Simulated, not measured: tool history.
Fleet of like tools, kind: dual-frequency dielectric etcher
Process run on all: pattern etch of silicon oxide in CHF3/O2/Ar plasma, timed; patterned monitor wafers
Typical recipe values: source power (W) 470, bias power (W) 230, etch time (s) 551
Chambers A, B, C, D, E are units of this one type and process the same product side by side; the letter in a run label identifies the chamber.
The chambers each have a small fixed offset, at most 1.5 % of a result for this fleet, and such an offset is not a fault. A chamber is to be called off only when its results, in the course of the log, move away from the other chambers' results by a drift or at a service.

run   hour  source power (W)  bias power (W)  etch time (s)  read-back reference wafer on the same gauge, depth_nm  mean etch depth across the wafer (Å)
 1C   16.2               470             230            551                                                    940                                 10909
 2B   29.3               470             230            551                                                 940.24                                 10867
 3A   43.4               470             230            551                                                 939.82                                 10878
 4D   57.9               470             230            551                                                 940.05                                 10785
 5E   67.6               470             230            551                                                 939.58                                 10666
 6E   79.6               470             230            551                                                  939.7                                 10756
 7A   92.9               470             230            551                                                 939.76                                 10812
 8B  105.4               470             230            551                                                 940.06                                 10795
 9D  120.7               470             230            551                                                 940.09                                 10703
     123.1  -- chamber B: source power generator calibrated
10C  131.2               470             230            551                                                 939.51                                 11032
     131.4  -- chamber B: wet clean of the chamber
11C  144.2               470             230            551                                                  939.6                                 10915
12A  153.4               470             230            551                                                 940.41                                 10802
13B  168.3               470             230            551                                                 939.62                                 10899
14D  178.4               470             230            551                                                  940.2                                 10776
15E  189.1               470             230            551                                                  939.8                                 10680
16D  199.5               470             230            551                                                 940.02                                 10802
17B  209.8               470             230          681.5                                                 939.99                                 13425
18C  223.6               470             230          681.5                                                 940.28                                 13486
19A  231.7               470             230          681.5                                                  939.2                                 13382
20E  244.2               470             230          681.5                                                  939.7                                 13225
     252.2  -- chamber C: wet clean of the chamber
21A  256.9               470             230          681.5                                                  940.3                                 13495
22E  267.8               470             230            551                                                 939.97                                 10682
     271.7  -- chamber D: wet clean of the chamber
23B  275.6               470             230            551                                                 940.34                                 10883
24C    283               560             230            551                                                 940.36                                 12056
25D  293.6               560             230            551                                                 940.15                                 11532
26A  307.8               560             230            551                                                 939.68                                 11567
27E  319.2               560             230            551                                                 941.09                                 11434
28D  330.6               560             230            551                                                 940.05                                 11517
29C  345.8               470             230            551                                                 938.93                                 11249
30B    355               470             230            551                                                  939.5                                 10847
31D  369.1               470             230            551                                                 940.99                                 10762
32E  382.4               470             230            551                                                 940.02                                 10736
33C  393.5               400             230            495                                                 940.39                                9518.4
34A  403.1               400             230            495                                                 940.19                                9192.5
     406.3  -- chamber A: wet clean of the chamber
35B  414.7               400             230            495                                                 939.86                                9128.5
36E  423.5               400             230            495                                                 940.45                                9087.8
37D  432.5               400             230            495                                                 939.72                                9114.2
     441.7  -- chamber A: bias power generator calibrated
38C  443.7               470             230            551                                                 939.33                                 11376
39A  458.9               470             230            551                                                 940.47                                 10809
40B  471.6               370             194            551                                                 938.76                                9285.7
41D  481.1               370             194            551                                                    941                                9255.9
42A  493.6               370             194            551                                                 938.72                                9306.2
43C  508.8               370             194            551                                                  938.9                                  9721

Which is it: a chamber that has drifted or been left off by a service, a gauge drift common to all chambers, or only each chamber's usual small offset? If a chamber is off, name it and its likeliest cause.

Chamber C came out of a service off from its peers and stayed that way.
What lies behind it: etch rate over this chamber's usual, % = 3.06.

Below are 4 candidate recipes for chamber C's next run, each the usual settings with a change, their results shown as question marks. Which of them brings C's results back in line with what the other chambers give on the usual settings?
In-line tolerance around the mean of the other chambers on the usual settings: mean etch depth across the wafer (Å) 140
44C-1  520.6               460             230          527.5                                                                                            ?
44C-2  520.6               480             232            573                                                                                            ?
44C-3  520.6               470             231          559.5                                                                                            ?
44C-4  520.6               470             218            551                                                                                            ?

The mean the other chambers reach with the usual settings: mean etch depth across the wafer (Å) 10768
  run  mean etch depth across the wafer (Å)
44C-1                                 10722
44C-2                                 11873
44C-3                                 11483
44C-4                                 11078
44C-1 brings the chamber back in line.
